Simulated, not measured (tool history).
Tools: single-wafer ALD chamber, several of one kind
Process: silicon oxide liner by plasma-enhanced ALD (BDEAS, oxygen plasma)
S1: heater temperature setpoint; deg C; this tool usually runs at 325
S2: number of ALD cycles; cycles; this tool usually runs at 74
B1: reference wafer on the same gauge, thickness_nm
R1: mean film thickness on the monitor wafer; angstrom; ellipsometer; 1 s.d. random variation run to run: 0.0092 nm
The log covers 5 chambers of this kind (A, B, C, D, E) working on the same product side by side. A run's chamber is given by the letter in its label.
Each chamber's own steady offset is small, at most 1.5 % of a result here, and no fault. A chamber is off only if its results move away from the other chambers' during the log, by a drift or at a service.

run 1D day=0.158 | S1=325 S2=74 | B1=7.6208 | R1=65.915
run 2B day=0.296 | S1=325 S2=74 | B1=7.6201 | R1=66.455
run 3A day=0.408 | S1=325 S2=74 | B1=7.6233 | R1=67.171
run 4C day=0.588 | S1=325 S2=74 | B1=7.6284 | R1=67.172
run 5E day=0.692 | S1=325 S2=74 | B1=7.6245 | R1=67.135
run 6A day=0.796 | S1=325 S2=74 | B1=7.6265 | R1=67.173
run 7D day=0.917 | S1=325 S2=74 | B1=7.6288 | R1=65.709
run 8B day=1.021 | S1=325 S2=74 | B1=7.6276 | R1=66.534
run 9E day=1.112 | S1=325 S2=60 | B1=7.6306 | R1=54.516
run 10C day=1.238 | S1=325 S2=60 | B1=7.6318 | R1=54.492
run 11A day=1.362 | S1=325 S2=60 | B1=7.6328 | R1=54.438
run 12C day=1.488 | S1=325 S2=60 | B1=7.6298 | R1=54.510
run 13E day=1.592 | S1=325 S2=60 | B1=7.6351 | R1=54.494
run 14D day=1.717 | S1=325 S2=74 | B1=7.6350 | R1=65.901
run 15B day=1.858 | S1=325 S2=74 | B1=7.6384 | R1=66.519
run 16D day=2.042 | S1=325 S2=74 | B1=7.6370 | R1=65.823
run 17C day=2.133 | S1=336 S2=66 | B1=7.6412 | R1=59.049
run 18B day=2.338 | S1=336 S2=66 | B1=7.6427 | R1=58.486
-- day=2.471 chamber B: thermocouple changed; heater temperature recalibrated
run 19E day=2.479 | S1=336 S2=66 | B1=7.6419 | R1=59.033
run 20A day=2.662 | S1=336 S2=66 | B1=7.6446 | R1=59.030
run 21E day=2.754 | S1=336 S2=66 | B1=7.6450 | R1=59.043
run 22C day=2.846 | S1=325 S2=74 | B1=7.6437 | R1=67.330
run 23A day=3.038 | S1=325 S2=74 | B1=7.6482 | R1=67.334
run 24B day=3.125 | S1=325 S2=74 | B1=7.6471 | R1=66.610
run 25D day=3.329 | S1=313 S2=74 | B1=7.6505 | R1=67.218
run 26C day=3.421 | S1=313 S2=74 | B1=7.6514 | R1=68.696
run 27B day=3.525 | S1=313 S2=74 | B1=7.6515 | R1=67.840
run 28E day=3.692 | S1=313 S2=74 | B1=7.6533 | R1=68.496
run 29D day=3.850 | S1=313 S2=74 | B1=7.6544 | R1=67.255
run 30A day=4.004 | S1=325 S2=74 | B1=7.6564 | R1=67.376
run 31D day=4.100 | S1=325 S2=74 | B1=7.6600 | R1=66.180
run 32E day=4.221 | S1=325 S2=74 | B1=7.6581 | R1=67.332
run 33A day=4.404 | S1=325 S2=74 | B1=7.6576 | R1=67.281
run 34C day=4.500 | S1=325 S2=74 | B1=7.6605 | R1=67.477
run 35B day=4.592 | S1=330 S2=74 | B1=7.6603 | R1=66.098

Decide between three cases: one chamber stands off from its peers, the gauge reading all wafers drifts, or nothing is wrong past each chamber's small offset. Where a chamber is off, say which and what most likely put it there.

None of the chambers is off. What moves is the gauge, dragging all their readings along together.
What lies behind it: gauge reads high (%) = 0.573.
